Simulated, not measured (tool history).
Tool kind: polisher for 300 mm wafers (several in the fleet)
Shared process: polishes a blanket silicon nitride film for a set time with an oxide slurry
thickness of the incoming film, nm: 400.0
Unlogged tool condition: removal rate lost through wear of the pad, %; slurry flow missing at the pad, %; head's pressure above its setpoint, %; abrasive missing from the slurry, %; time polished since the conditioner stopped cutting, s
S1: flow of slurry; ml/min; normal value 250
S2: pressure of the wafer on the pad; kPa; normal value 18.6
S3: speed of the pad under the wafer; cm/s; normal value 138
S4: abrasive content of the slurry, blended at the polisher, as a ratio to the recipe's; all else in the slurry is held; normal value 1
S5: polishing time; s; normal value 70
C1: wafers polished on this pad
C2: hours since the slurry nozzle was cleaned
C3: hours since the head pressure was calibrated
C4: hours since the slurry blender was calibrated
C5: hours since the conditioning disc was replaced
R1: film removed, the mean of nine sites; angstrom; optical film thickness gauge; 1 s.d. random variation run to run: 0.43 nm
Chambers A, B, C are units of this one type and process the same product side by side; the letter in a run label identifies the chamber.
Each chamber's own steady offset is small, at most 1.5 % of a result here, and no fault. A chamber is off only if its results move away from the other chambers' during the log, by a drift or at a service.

run   hour   S1    S2   S3    S4  S5    C1     C2     C3     C4     C5      R1
 1A    8.1  250  18.6  138     1  70   442  386.6  238.4  322.9   98.8  381.31
 2B   14.5  250  18.6  138     1  70   543  334.6  163.2   57.1  183.8  383.87
 3C   21.8  250  18.6  138     1  70   641  371.7  423.6  185.4  166.8  375.51
 4C   27.6  250  18.6  138     1  70   686  377.5  429.4  191.2  172.6  371.43
 5A   34.9  250  22.8  138     1  70   649  413.4  265.2  349.7  125.6  461.66
 6B   41.7  250  22.8  138     1  70   753  361.8  190.4   84.3    211  471.75
 7B   49.7  250  22.8  138     1  70   814  369.8  198.4   92.3    219  456.58
      49.9  -- chamber B: conditioning disc replaced and pad reconditioned
      51.4  -- chamber B: worn pad replaced by a new one
      56.6  -- chamber A: conditioning disc replaced and pad reconditioned
 8A   56.6  250  18.6  138     1  70   817  435.1  286.9  371.4      0  374.99
 9C   64.2  250  18.6  138     1  70   968  414.1    466  227.8  209.2   370.1
10A   72.5  250  18.6  138     1  70   939    451  302.8  387.3   15.9  380.15
11C   80.6  250  18.6  170     1  70  1095  430.5  482.4  244.2  225.6  443.21
12B   87.9  250  18.6  170     1  70   282    408  236.6  130.5     38  445.89
13C   93.4  250  18.6  170     1  70  1194  443.3  495.2    257  238.4  449.21
      94.1  -- chamber C: worn pad replaced by a new one
14B   97.2  210  18.6  138  0.85  70   354  417.3  245.9  139.8   47.3  349.46
      99.8  -- chamber A: head pressure recalibrated
15A  103.6  210  18.6  138  0.85  70  1180  482.1    3.9  418.4     47  374.58
     106.7  -- chamber A: worn pad replaced by a new one
16A  109.5  210  18.6  138  0.85  70    21    488    9.8  424.3   52.9  372.67
17B  114.7  290  18.6  138     1  48   489  434.8  263.4  157.3   64.8  261.34
       119  -- chamber C: conditioning disc replaced and pad reconditioned
18C  121.9  290  18.6  138     1  48   214  471.8  523.7  285.5      3  257.39
19B  129.1  290  18.6  138     1  48   600  449.2  277.8  171.7   79.2  265.41
20A  133.3  250  18.6  138     1  70   205  511.8   33.6  448.1   76.7  414.62
     133.9  -- chamber A: slurry blender recalibrated
21C    138  250  18.6  138     1  70   339  487.9  539.8  301.6   19.1  376.33
22A  142.3  250  18.6  138     1  70   274  520.8   42.6    8.4   85.7  420.88
     144.1  -- chamber B: worn pad replaced by a new one
23C  146.3  250  18.6  138     1  70   403  496.2  548.1  309.9   27.4  370.64
24B  154.3  250  18.6  138     1  70    79  474.4    303  196.9  104.4  383.67
25A  159.5  250  18.6  138     1  70   407    538   59.8   25.6  102.9  422.38
26C  163.4  250  18.6  138     1  70   535  513.3  565.2    327   44.5  375.22
27B  168.7  250  18.6  138     1  70   190  488.8  317.4  211.3  118.8  384.86
28B  174.1  250  18.6  138     1  70   232  494.2  322.8  216.7  124.2  385.95
     175.6  -- chamber B: slurry blender recalibrated
29A  178.6  250  18.6  138     1  70   555  557.1   78.9   44.7    122  408.39
30C  182.6  200  18.6  138     1  70   683  532.5  584.4  346.2   63.7   367.2
31A  189.1  200  18.6  138     1  70   636  567.6   89.4   55.2  132.5  403.87
     191.7  -- chamber C: slurry blender recalibrated
32C  195.8  200  18.6  138     1  70   785  545.7  597.6    4.1   76.9  367.09
33B  204.6  250  18.6  138     1  70   467  524.7  353.3   29.1  154.7  379.22
34B  212.3  250  18.6  138     1  70   527  532.4    361   36.8  162.4  377.12
35C  219.3  250  18.6  138     1  70   966  569.2  621.1   27.6  100.4  377.78

Read the log: is a single chamber off, either drifting away or since a service, is the gauge that measures every chamber drifting, or is nothing wrong beyond small per-chamber offsets? Name any odd chamber and what most likely caused it.

Chamber A has stood off from the others ever since a service on it.
What lies behind it: head's pressure above its setpoint, % = 9.75.

Below are 4 candidate recipes for chamber A's next run, each the usual settings with a change, their results shown as question marks. Which of them brings A's results back in line with what the other chambers give on the usual settings?
In line here means within this much of the mean the other chambers give on the usual settings: R1 15 angstrom
36A-1  225.6  250  18.6  146     1  74                       ?
36A-2  225.6  250  18.6  140     1  71                       ?
36A-3  225.6  250  18.6  132     1  66                       ?
36A-4  225.6  250  18.6  138  0.95  70                       ?

Usual-settings mean across the other chambers: R1 375.54 angstrom
  run      R1
36A-1  461.28
36A-2  427.96
36A-3  379.52
36A-4  407.07
The answer is 36A-3, which returns the chamber to within the allowed miss of the others.
